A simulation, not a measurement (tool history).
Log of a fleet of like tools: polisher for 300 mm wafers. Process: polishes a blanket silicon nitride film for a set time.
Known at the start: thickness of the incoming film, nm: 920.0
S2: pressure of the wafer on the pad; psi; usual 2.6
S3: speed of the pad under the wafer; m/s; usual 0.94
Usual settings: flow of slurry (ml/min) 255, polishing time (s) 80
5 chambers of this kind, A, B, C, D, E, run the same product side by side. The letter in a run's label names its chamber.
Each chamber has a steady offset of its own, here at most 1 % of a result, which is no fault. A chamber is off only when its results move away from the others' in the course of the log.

At day 0.196: chamber B: worn pad replaced by a new one.
Run 1E, day 0.208: usual settings. Result: film removed (nm) 116.1.
Run 2D, day 0.396: usual settings. Result: film removed (nm) 116.3.
At day 0.483: chamber A: head pressure recalibrated.
Run 3A, day 0.692: usual settings. Result: film removed (nm) 119.06.
At day 0.721: chamber D: head pressure recalibrated.
Run 4C, day 0.875: usual settings. Result: film removed (nm) 117.37.
At day 1.104: chamber E: worn pad replaced by a new one.
Run 5B, day 1.158: usual settings. Result: film removed (nm) 116.74.
Run 6A, day 1.433: usual settings. Result: film removed (nm) 117.51.
Run 7D, day 1.729: usual settings but S3 0.7 m/s. Result: film removed (nm) 93.107.
At day 1.838: chamber A: worn pad replaced by a new one.
Run 8C, day 1.975: usual settings but S3 0.7 m/s. Result: film removed (nm) 93.788.
Run 9E, day 2.262: usual settings but S3 0.7 m/s. Result: film removed (nm) 94.398.
Run 10B, day 2.392: usual settings but S3 0.7 m/s. Result: film removed (nm) 93.36.
At day 2.475: chamber C: worn pad replaced by a new one.
Run 11D, day 2.525: usual settings but S3 0.7 m/s. Result: film removed (nm) 92.129.
Run 12B, day 2.712: usual settings. Result: film removed (nm) 114.07.
At day 2.858: chamber D: worn pad replaced by a new one.
At day 2.879: chamber E: head pressure recalibrated.
Run 13E, day 2.95: usual settings. Result: film removed (nm) 116.69.
Run 14A, day 3.133: usual settings. Result: film removed (nm) 116.75.
Run 15C, day 3.417: usual settings but flow of slurry (ml/min) 335. Result: film removed (nm) 120.92.
Run 16A, day 3.567: usual settings but flow of slurry (ml/min) 335. Result: film removed (nm) 122.95.
Run 17D, day 3.717: usual settings but flow of slurry (ml/min) 335. Result: film removed (nm) 122.1.
At day 3.758: chamber E: worn pad replaced by a new one.
At day 3.862: chamber B: worn pad replaced by a new one.
Run 18B, day 3.954: usual settings but flow of slurry (ml/min) 335. Result: film removed (nm) 117.63.
Run 19C, day 4.154: usual settings but flow of slurry (ml/min) 335. Result: film removed (nm) 121.8.
Run 20E, day 4.446: usual settings. Result: film removed (nm) 118.64.
Run 21E, day 4.704: usual settings. Result: film removed (nm) 117.96.
Run 22D, day 4.858: usual settings. Result: film removed (nm) 115.85.
Run 23C, day 5.146: usual settings. Result: film removed (nm) 117.88.
Run 24A, day 5.404: usual settings. Result: film removed (nm) 116.56.
Run 25B, day 5.604: usual settings. Result: film removed (nm) 113.46.
Run 26C, day 5.758: usual settings. Result: film removed (nm) 119.61.
Run 27E, day 5.992: usual settings. Result: film removed (nm) 118.6.
At day 6.033: chamber D: worn pad replaced by a new one.
At day 6.042: chamber A: worn pad replaced by a new one.
Run 28B, day 6.212: usual settings. Result: film removed (nm) 114.35.
At day 6.317: chamber C: worn pad replaced by a new one.
Run 29D, day 6.362: usual settings. Result: film removed (nm) 119.47.
At day 6.438: chamber E: worn pad replaced by a new one.
Run 30A, day 6.621: usual settings. Result: film removed (nm) 117.11.
Run 31A, day 6.9: usual settings. Result: film removed (nm) 117.72.
At day 6.975: chamber B: worn pad replaced by a new one.
Run 32B, day 7.088: usual settings. Result: film removed (nm) 110.94.
At day 7.142: chamber E: slurry nozzle cleaned.
Run 33E, day 7.238: usual settings. Result: film removed (nm) 117.69.
Run 34D, day 7.375: usual settings. Result: film removed (nm) 117.23.
Run 35C, day 7.562: usual settings. Result: film removed (nm) 117.62.
Run 36E, day 7.846: usual settings but flow of slurry (ml/min) 285. Result: film removed (nm) 122.69.
Run 37A, day 8.083: usual settings but flow of slurry (ml/min) 285. Result: film removed (nm) 118.53.
Run 38C, day 8.246: usual settings but flow of slurry (ml/min) 285. Result: film removed (nm) 117.66.
Run 39D, day 8.417: usual settings but flow of slurry (ml/min) 285. Result: film removed (nm) 120.51.
Run 40B, day 8.6: usual settings but flow of slurry (ml/min) 285. Result: film removed (nm) 110.74.
Run 41A, day 8.742: usual settings. Result: film removed (nm) 114.36.
Run 42B, day 9.021: usual settings but S2 2.9 psi, polishing time (s) 69. Result: film removed (nm) 105.02.

What goes on in this fleet: one chamber off, a drifting gauge, or nothing beyond the chambers' own small offsets? Name the chamber and the cause, if any.

Chamber B drifts away from the others.
Cause: slurry flow missing at the pad, % = 40.7.
The log may not tell that from: head's pressure below its setpoint, %.

Here are 4 candidates for chamber B's next run, each the usual settings with a change, their results left as question marks. Which one brings its results back in line with what the others give on the usual settings?
In line means no further than this from the other chambers' mean on the usual settings: film removed (nm) 4.8
Run 43B-1, day 9.238: usual settings but S3 0.9 m/s, polishing time (s) 76. Result: film removed (nm) ?.
Run 43B-2, day 9.238: usual settings but S3 0.78 m/s. Result: film removed (nm) ?.
Run 43B-3, day 9.238: usual settings but S2 2.7 psi, S3 0.96 m/s, polishing time (s) 82. Result: film removed (nm) ?.
Run 43B-4, day 9.238: usual settings but S2 3 psi. Result: film removed (nm) ?.

The other chambers' mean on the usual settings: film removed (nm) 117.85
  run  film removed (nm)
43B-1             99.677
43B-2             93.643
43B-3             117.62
43B-4             125.53
43B-3 brings the chamber back in line.
